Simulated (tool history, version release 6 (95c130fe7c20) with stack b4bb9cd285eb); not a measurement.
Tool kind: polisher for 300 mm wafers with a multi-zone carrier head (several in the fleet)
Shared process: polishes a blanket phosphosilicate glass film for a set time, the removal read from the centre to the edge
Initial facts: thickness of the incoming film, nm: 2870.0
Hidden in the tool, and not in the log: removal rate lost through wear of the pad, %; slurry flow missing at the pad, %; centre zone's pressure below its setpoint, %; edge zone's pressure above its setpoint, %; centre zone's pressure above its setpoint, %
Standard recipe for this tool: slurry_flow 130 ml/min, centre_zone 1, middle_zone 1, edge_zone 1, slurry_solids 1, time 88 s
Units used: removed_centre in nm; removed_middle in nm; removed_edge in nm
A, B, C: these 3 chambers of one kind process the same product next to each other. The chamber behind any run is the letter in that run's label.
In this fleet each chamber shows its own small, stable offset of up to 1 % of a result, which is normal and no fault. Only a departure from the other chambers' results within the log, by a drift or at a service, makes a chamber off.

run	hour	slurry_flow	centre_zone	middle_zone	edge_zone	slurry_solids	time	wafers polished on this pad	hours since the slurry nozzle was cleaned	hours since the centre zone pressure was calibrated	hours since the edge zone pressure was calibrated	removed_centre	removed_middle	removed_edge
1B	5.6	130	1	1	1	1	88	1008	507.9	402.2	897.1	844.9	845.1	826.25
# hour 11.2: chamber A: worn pad replaced by a new one
# hour 11.4: chamber C: slurry nozzle cleaned
2C	14.4	130	1	1	1	1	88	333	3.1	437.2	1151.3	845.03	849.07	815.55
3A	24	130	1	1	1	1	88	108	86.4	1306.5	512.8	830.08	832.35	871.64
4A	33.7	130	1	1	1	1	88	190	96.1	1316.2	522.5	817.59	834.17	867.31
5B	40.5	130	1	1	1	1	88	1304	542.8	437.1	932	840.44	855.23	827.89
6C	50.4	130	1	1	1	1	88	637	39.1	473.2	1187.3	842.76	851.63	822.98
# hour 56.6: chamber B: slurry nozzle cleaned
# hour 58.2: chamber C: worn pad replaced by a new one
7A	59.9	130	1	1	1	1	88	412	122.3	1342.4	548.7	841.22	841.43	853.81
# hour 62.2: chamber B: worn pad replaced by a new one
8B	68.6	130	1	1	1	1	88	54	12	465.2	960.1	851.04	834.54	834.98
9C	79.1	130	1	1	1	1	88	177	67.8	501.9	1216	841.28	849.85	817.21
10A	91.5	130	1	1	1	1	88	680	153.9	1374	580.3	833.33	847.42	842.22
# hour 95.7: chamber A: centre zone pressure recalibrated
11C	100.5	130	1	1	1	1	88	358	89.2	523.3	1237.4	839.85	853.52	841.18
12B	110.5	130	1	1	1	1	88	409	53.9	507.1	1002	840.83	851.15	848.64
13B	117.9	130	1	1	1	1	88	471	61.3	514.5	1009.4	843.07	860.55	844.28
# hour 118.4: chamber A: edge zone pressure recalibrated
# hour 123.5: chamber A: worn pad replaced by a new one
14C	128.3	130	1	1	1	1	88	594	117	551.1	1265.2	854.33	851.03	822.17
# hour 133.2: chamber C: worn pad replaced by a new one
15A	133.9	130	1	1	1.05	0.8	88	88	196.3	38.2	15.5	672.58	751.38	782.45
16A	142.5	130	1	1	1.05	0.8	88	161	204.9	46.8	24.1	666.63	756.27	786.07
17B	152	130	1	1	1.05	0.8	88	760	95.4	548.6	1043.5	753.95	758.96	769.29
18C	162.7	130	1	1	1	1	88	250	151.4	585.5	1299.6	835.77	849.46	816.95
19C	172.1	130	1	1	1	1	88	330	160.8	594.9	1309	836.22	857.28	858.28
20B	183.8	130	1	1	1	1	88	1029	127.2	580.4	1075.3	842.31	848.27	837.85
21A	189.2	130	1	1	1	1	88	556	251.6	93.5	70.8	742.39	844.74	858.1

All chambers now run identical settings, listed one chamber a line with results as question marks. What results will each chamber show?
22A	198.1	130	1	1	1.06	1	88					?	?	?
22B	198.1	130	1	1	1.06	1	88					?	?	?
22C	198.1	130	1	1	1.06	1	88					?	?	?

run	removed_centre	removed_middle	removed_edge
22A	739.08	833.37	878.3
22B	829.86	841.21	869.34
22C	837.49	850.47	861.28
